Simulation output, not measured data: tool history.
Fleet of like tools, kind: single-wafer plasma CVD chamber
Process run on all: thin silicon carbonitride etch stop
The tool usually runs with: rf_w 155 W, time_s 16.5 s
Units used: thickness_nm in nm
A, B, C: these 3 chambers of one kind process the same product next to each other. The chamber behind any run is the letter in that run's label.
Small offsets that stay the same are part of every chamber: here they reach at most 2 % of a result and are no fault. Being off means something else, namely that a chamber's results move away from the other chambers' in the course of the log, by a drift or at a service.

run   hour  rf_w  time_s  read-back reference wafer on the same gauge, thickness_nm  thickness_nm
 1A    9.0   155    16.5                                                     10.111        8.5491
 2B   18.0   155    16.5                                                     10.107        8.6493
 3C   28.1   155    16.5                                                     10.106        8.7903
 4A   39.9   155    16.5                                                     10.104        8.5573
 5B   48.3   155    16.5                                                     10.102        8.6621
 6C   54.5   155    16.5                                                     10.103        8.7789
 7A   64.5   155    16.5                                                     10.102        8.5748
 8B   71.6   155    19.3                                                     10.099       10.1200
 9C   85.1   155    19.3                                                     10.099       10.2380
10B   98.3   155    19.3                                                     10.100       10.1100
11A  110.5   155    16.5                                                     10.100        8.5441
12C  119.9   130    19.7                                                     10.097        9.9343
13C  132.2   130    19.7                                                     10.098        9.9403
14B  139.9   130    19.7                                                     10.093        9.7836
15A  150.1   155    16.5                                                     10.093        8.5472
16A  160.4   155    16.5                                                     10.091        8.5440
17B  172.1   155    16.5                                                     10.091        8.6400
18C  183.7   155    16.5                                                     10.091        8.7798
19A  193.2   155    16.5                                                     10.088        8.5499
20C  204.0   155    16.5                                                     10.087        8.7640
21B  215.9   155    16.5                                                     10.084        8.6463
22B  228.9   155    16.5                                                     10.087        8.6178
23A  239.9   155    16.5                                                     10.085        8.5386
24C  249.4   155    16.5                                                     10.080        8.7426
25A  263.0   155    16.5                                                     10.079        8.5304
26C  273.9   155    16.5                                                     10.078        8.7637
27B  282.9   155    16.5                                                     10.073        8.6483
28C  297.2   155    16.5                                                     10.078        8.7384
29B  305.3   155    16.5                                                     10.078        8.6303
30A  314.4   155    16.5                                                     10.079        8.5332
31A  324.2   130    18.3                                                     10.073        8.9778
32C  331.5   130    18.3                                                     10.071        9.2015
     333.6  -- chamber A: RF generator calibrated
33B  344.4   130    18.3                                                     10.071        9.0565
34B  354.7   155    16.5                                                     10.069        8.6335
35A  365.2   155    16.5                                                     10.068        8.5293
36C  373.3   125    19.3                                                     10.066        9.5856
     382.6  -- chamber C: thermocouple changed; heater temperature recalibrated
37C  384.4   125    19.3                                                     10.064        9.6053
38B  392.8   125    19.3                                                     10.066        9.4495
39A  400.8   155    16.5                                                     10.068        8.5022
     406.6  -- chamber A: thermocouple changed; heater temperature recalibrated
40C  414.2   155    16.5                                                     10.061        8.7386
41A  424.9   155    16.5                                                     10.063        8.5154

Predict what each chamber gives when all 3 of them run the settings below next.
42A  435.1   155    13.3                                                                        ?
42B  435.1   155    13.3                                                                        ?
42C  435.1   155    13.3                                                                        ?

run  thickness_nm
42A        6.8564
42B        6.9426
42C        7.0455
